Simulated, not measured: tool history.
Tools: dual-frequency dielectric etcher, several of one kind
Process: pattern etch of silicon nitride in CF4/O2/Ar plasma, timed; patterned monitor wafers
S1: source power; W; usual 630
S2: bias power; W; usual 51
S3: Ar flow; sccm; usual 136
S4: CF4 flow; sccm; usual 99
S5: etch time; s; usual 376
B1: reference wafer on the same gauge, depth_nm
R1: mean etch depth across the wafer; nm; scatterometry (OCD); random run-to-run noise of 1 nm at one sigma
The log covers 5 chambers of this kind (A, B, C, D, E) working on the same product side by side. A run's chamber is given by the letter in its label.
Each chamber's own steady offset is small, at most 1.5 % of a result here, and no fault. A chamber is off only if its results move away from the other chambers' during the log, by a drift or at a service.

run,hour,S1,S2,S3,S4,S5,B1,R1
1A,8.2,630,51,136,99,376,850.81,846.27
2E,23.2,630,51,136,99,376,850.86,843.05
3B,39.3,630,51,136,99,376,851.22,848.17
4D,53.5,630,51,136,99,376,851.52,843.25
5C,66,630,51,136,99,376,851.37,833.19
6C,76.8,630,51,136,99,376,851.88,832.66
7E,92.8,790,51,136,99,434.5,852.05,1189.4
8D,100,790,51,136,99,434.5,852.21,1190.8
9B,112,790,51,136,99,434.5,851.61,1193.9
10A,119.3,790,51,136,99,434.5,851.95,1186.7
# hour 120.7: chamber D: wet clean of the chamber
11B,133.5,790,51,136,99,434.5,852.19,1194.5
12C,141.9,630,51,136,99,376,852.29,833.63
13E,152.9,630,51,136,99,376,852.4,842.09
14A,162.4,630,51,136,99,376,852.55,847.18
15D,173,630,51,136,99,376,852.72,845.52
16D,187.2,630,51,136,99,376,852.63,844.73
17E,195.7,630,51,136,99,376,852.9,843.31
18A,205.7,630,59,136,82,376,852.62,872.93
19B,216.6,630,59,136,82,376,852.66,875.34
20C,224,630,59,136,82,376,852.82,861.71
21A,233.1,630,59,136,82,376,852.87,872.38
# hour 236.6: chamber A: wet clean of the chamber
# hour 240.5: chamber B: wet clean of the chamber
22E,240.7,630,59,136,82,376,853.01,870.23
23D,256.9,630,51,136,99,287,853.09,645.21
24C,267.4,630,51,136,99,287,853.18,636.5
25B,279.6,630,51,136,99,287,853.39,648.49
26A,289.6,630,51,136,99,287,853.45,647.23
27E,304.3,630,51,136,99,287,853.49,644.48
28C,313.8,630,51,136,99,376,853.67,836.27
29D,327.2,780,51,136,99,376,854.02,1021
30B,335.9,780,51,136,99,376,853.99,1026.8
31B,351.4,780,51,136,99,376,853.83,1026.6
32E,363.9,780,51,136,99,376,853.79,1023
33D,373.7,780,51,136,99,376,854.01,1021.6
34C,389.2,630,51,136,107,434,854.3,976.39
35A,397.4,630,51,136,107,434,854.73,989.27
36C,404.9,630,51,136,107,434,854.39,975.18
37B,415.4,630,51,136,107,434,854.57,990.78
38D,426.2,630,51,136,107,434,854.42,988.34
39E,436.8,630,51,136,99,376,854.68,845.82
40A,449,630,51,136,99,376,854.71,848.9
# hour 452.5: chamber E: wet clean of the chamber
41A,460,630,51,136,99,376,854.95,848.8
42E,471,630,51,136,99,376,854.97,849.06
43B,480,630,51,136,99,376,854.97,852.38

One chamber off, gauge drift, or nothing amiss beyond the chambers' own small offsets? If it is a chamber, which one, and what is the likeliest cause?

The shared gauge is drifting. All chambers look as if they move in step, but none is off.
Most likely cause: gauge reads high (%) = 0.493.

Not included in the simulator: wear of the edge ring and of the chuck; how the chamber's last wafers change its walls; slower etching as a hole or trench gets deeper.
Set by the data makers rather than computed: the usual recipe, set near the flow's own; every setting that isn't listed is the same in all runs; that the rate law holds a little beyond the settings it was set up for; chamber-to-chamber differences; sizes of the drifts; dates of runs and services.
